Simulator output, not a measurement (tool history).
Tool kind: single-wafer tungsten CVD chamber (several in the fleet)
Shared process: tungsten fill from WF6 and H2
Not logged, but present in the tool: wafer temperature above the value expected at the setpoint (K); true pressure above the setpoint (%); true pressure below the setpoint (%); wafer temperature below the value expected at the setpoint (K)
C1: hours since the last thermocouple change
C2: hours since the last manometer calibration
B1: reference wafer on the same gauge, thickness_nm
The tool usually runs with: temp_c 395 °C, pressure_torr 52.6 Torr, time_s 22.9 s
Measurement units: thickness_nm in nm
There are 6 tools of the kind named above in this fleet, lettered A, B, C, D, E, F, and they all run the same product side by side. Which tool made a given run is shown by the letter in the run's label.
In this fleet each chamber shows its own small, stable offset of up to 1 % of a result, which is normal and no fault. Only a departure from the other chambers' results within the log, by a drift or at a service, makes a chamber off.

run 1E day=0.121 | temp_c=395 pressure_torr=52.6 time_s=22.9 | C1=265.5 C2=1302.3 | B1=91.980 | thickness_nm=78.389
run 2A day=0.308 | temp_c=395 pressure_torr=52.6 time_s=22.9 | C1=340.9 C2=1229.3 | B1=91.896 | thickness_nm=79.290
run 3B day=0.467 | temp_c=395 pressure_torr=52.6 time_s=22.9 | C1=345.2 C2=552.0 | B1=91.932 | thickness_nm=78.443
run 4F day=0.600 | temp_c=395 pressure_torr=52.6 time_s=22.9 | C1=768.4 C2=1450.9 | B1=91.914 | thickness_nm=78.534
run 5C day=0.775 | temp_c=383 pressure_torr=64.9 time_s=22.9 | C1=989.7 C2=1332.8 | B1=91.921 | thickness_nm=68.036
run 6D day=0.954 | temp_c=383 pressure_torr=64.9 time_s=22.9 | C1=2295.2 C2=303.3 | B1=91.922 | thickness_nm=67.939
run 7B day=1.054 | temp_c=383 pressure_torr=64.9 time_s=22.9 | C1=359.3 C2=566.1 | B1=91.861 | thickness_nm=67.848
run 8A day=1.208 | temp_c=383 pressure_torr=64.9 time_s=22.9 | C1=362.5 C2=1250.9 | B1=91.918 | thickness_nm=69.102
run 9E day=1.396 | temp_c=383 pressure_torr=64.9 time_s=22.9 | C1=296.1 C2=1332.9 | B1=91.947 | thickness_nm=68.217
run 10F day=1.525 | temp_c=383 pressure_torr=64.9 time_s=22.9 | C1=790.6 C2=1473.1 | B1=91.906 | thickness_nm=67.791
run 11D day=1.725 | temp_c=395 pressure_torr=52.6 time_s=22.9 | C1=2313.7 C2=321.8 | B1=91.940 | thickness_nm=78.075
run 12C day=1.842 | temp_c=395 pressure_torr=63.0 time_s=24.5 | C1=1015.3 C2=1358.4 | B1=91.938 | thickness_nm=90.963
run 13E day=1.996 | temp_c=395 pressure_torr=63.0 time_s=24.5 | C1=310.5 C2=1347.3 | B1=91.871 | thickness_nm=91.537
run 14D day=2.175 | temp_c=395 pressure_torr=63.0 time_s=24.5 | C1=2324.5 C2=332.6 | B1=91.922 | thickness_nm=90.697
-- day=2.338 chamber E: capacitance manometer re-zeroed and calibrated
run 15B day=2.342 | temp_c=395 pressure_torr=63.0 time_s=24.5 | C1=390.2 C2=597.0 | B1=91.863 | thickness_nm=91.453
run 16F day=2.492 | temp_c=395 pressure_torr=63.0 time_s=24.5 | C1=813.8 C2=1496.3 | B1=91.893 | thickness_nm=90.744
run 17A day=2.662 | temp_c=395 pressure_torr=63.0 time_s=24.5 | C1=397.4 C2=1285.8 | B1=91.924 | thickness_nm=91.275
run 18C day=2.854 | temp_c=408 pressure_torr=52.6 time_s=20.3 | C1=1039.6 C2=1382.7 | B1=91.852 | thickness_nm=88.235
run 19D day=3.029 | temp_c=408 pressure_torr=52.6 time_s=20.3 | C1=2345.0 C2=353.1 | B1=91.920 | thickness_nm=87.360
run 20B day=3.171 | temp_c=408 pressure_torr=52.6 time_s=20.3 | C1=410.1 C2=616.9 | B1=91.917 | thickness_nm=88.023
run 21F day=3.283 | temp_c=408 pressure_torr=52.6 time_s=20.3 | C1=832.8 C2=1515.3 | B1=91.871 | thickness_nm=88.412
run 22C day=3.429 | temp_c=408 pressure_torr=52.6 time_s=20.3 | C1=1053.4 C2=1396.5 | B1=91.840 | thickness_nm=87.938
run 23A day=3.546 | temp_c=408 pressure_torr=52.6 time_s=20.3 | C1=418.6 C2=1307.0 | B1=91.929 | thickness_nm=88.799
run 24E day=3.679 | temp_c=395 pressure_torr=52.6 time_s=22.9 | C1=350.9 C2=32.3 | B1=91.893 | thickness_nm=78.582
run 25E day=3.908 | temp_c=395 pressure_torr=52.6 time_s=22.9 | C1=356.4 C2=37.8 | B1=91.920 | thickness_nm=78.871
run 26B day=4.042 | temp_c=395 pressure_torr=52.6 time_s=22.9 | C1=431.0 C2=637.8 | B1=91.872 | thickness_nm=78.535
run 27C day=4.254 | temp_c=395 pressure_torr=52.6 time_s=22.9 | C1=1073.2 C2=1416.3 | B1=91.896 | thickness_nm=78.461
run 28A day=4.433 | temp_c=395 pressure_torr=52.6 time_s=22.9 | C1=439.9 C2=1328.3 | B1=91.918 | thickness_nm=79.234
run 29F day=4.604 | temp_c=395 pressure_torr=52.6 time_s=22.9 | C1=864.5 C2=1547.0 | B1=91.926 | thickness_nm=77.725
run 30D day=4.825 | temp_c=395 pressure_torr=52.6 time_s=22.9 | C1=2388.1 C2=396.2 | B1=91.882 | thickness_nm=78.105
run 31C day=4.979 | temp_c=395 pressure_torr=52.6 time_s=22.9 | C1=1090.6 C2=1433.7 | B1=91.932 | thickness_nm=78.392
run 32D day=5.179 | temp_c=395 pressure_torr=52.6 time_s=22.9 | C1=2396.6 C2=404.7 | B1=91.823 | thickness_nm=78.147
run 33B day=5.308 | temp_c=395 pressure_torr=52.6 time_s=22.9 | C1=461.4 C2=668.2 | B1=91.819 | thickness_nm=78.400
run 34F day=5.496 | temp_c=395 pressure_torr=52.6 time_s=22.9 | C1=885.9 C2=1568.4 | B1=91.954 | thickness_nm=77.998
run 35A day=5.629 | temp_c=383 pressure_torr=52.6 time_s=24.9 | C1=468.6 C2=1357.0 | B1=91.927 | thickness_nm=69.588
run 36E day=5.829 | temp_c=383 pressure_torr=52.6 time_s=24.9 | C1=402.5 C2=83.9 | B1=91.888 | thickness_nm=67.608
run 37F day=6.012 | temp_c=383 pressure_torr=52.6 time_s=24.9 | C1=898.3 C2=1580.8 | B1=91.952 | thickness_nm=66.788
run 38A day=6.112 | temp_c=383 pressure_torr=52.6 time_s=24.9 | C1=480.2 C2=1368.6 | B1=91.897 | thickness_nm=69.432
run 39E day=6.325 | temp_c=383 pressure_torr=52.6 time_s=24.9 | C1=414.4 C2=95.8 | B1=91.918 | thickness_nm=67.424
run 40B day=6.442 | temp_c=383 pressure_torr=52.6 time_s=24.9 | C1=488.6 C2=695.4 | B1=91.912 | thickness_nm=67.128
run 41D day=6.567 | temp_c=395 pressure_torr=52.6 time_s=22.9 | C1=2429.9 C2=438.0 | B1=91.881 | thickness_nm=77.935
run 42C day=6.750 | temp_c=395 pressure_torr=52.6 time_s=22.9 | C1=1133.1 C2=1476.2 | B1=91.933 | thickness_nm=78.477
run 43B day=6.850 | temp_c=395 pressure_torr=52.6 time_s=22.9 | C1=498.4 C2=705.2 | B1=91.853 | thickness_nm=78.331
run 44F day=6.979 | temp_c=395 pressure_torr=52.6 time_s=19.2 | C1=921.5 C2=1604.0 | B1=91.819 | thickness_nm=65.458

Does one chamber stand apart from the rest, does the shared gauge drift, or is all well apart from small per-chamber offsets? Give the chamber and the most likely cause, where there is one.

Chamber A drifts away from the others.
Likeliest cause: wafer temperature above the value expected at the setpoint (K) = 1.27.
The log may not tell that from: true pressure above the setpoint (%).

Below are 4 candidate recipes for chamber A's next run, each the usual settings with a change, their results shown as question marks. Which of them brings A's results back in line with what the other chambers give on the usual settings?
In line means no further than this from the other chambers' mean on the usual settings: thickness_nm 0.850 nm
run 45A-1 day=7.142 | temp_c=394 pressure_torr=52.2 time_s=22.7 | thickness_nm=?
run 45A-2 day=7.142 | temp_c=395 pressure_torr=50.9 time_s=22.9 | thickness_nm=?
run 45A-3 day=7.142 | temp_c=395 pressure_torr=53.0 time_s=23.2 | thickness_nm=?
run 45A-4 day=7.142 | temp_c=395 pressure_torr=52.6 time_s=23.7 | thickness_nm=?

The mean the other chambers reach with the usual settings: thickness_nm 78.352 nm
run=45A-1 thickness_nm=78.667
run=45A-2 thickness_nm=79.967
run=45A-3 thickness_nm=82.446
run=45A-4 thickness_nm=83.956
The right change is 45A-1: it brings the chamber back within the allowed miss of the others.
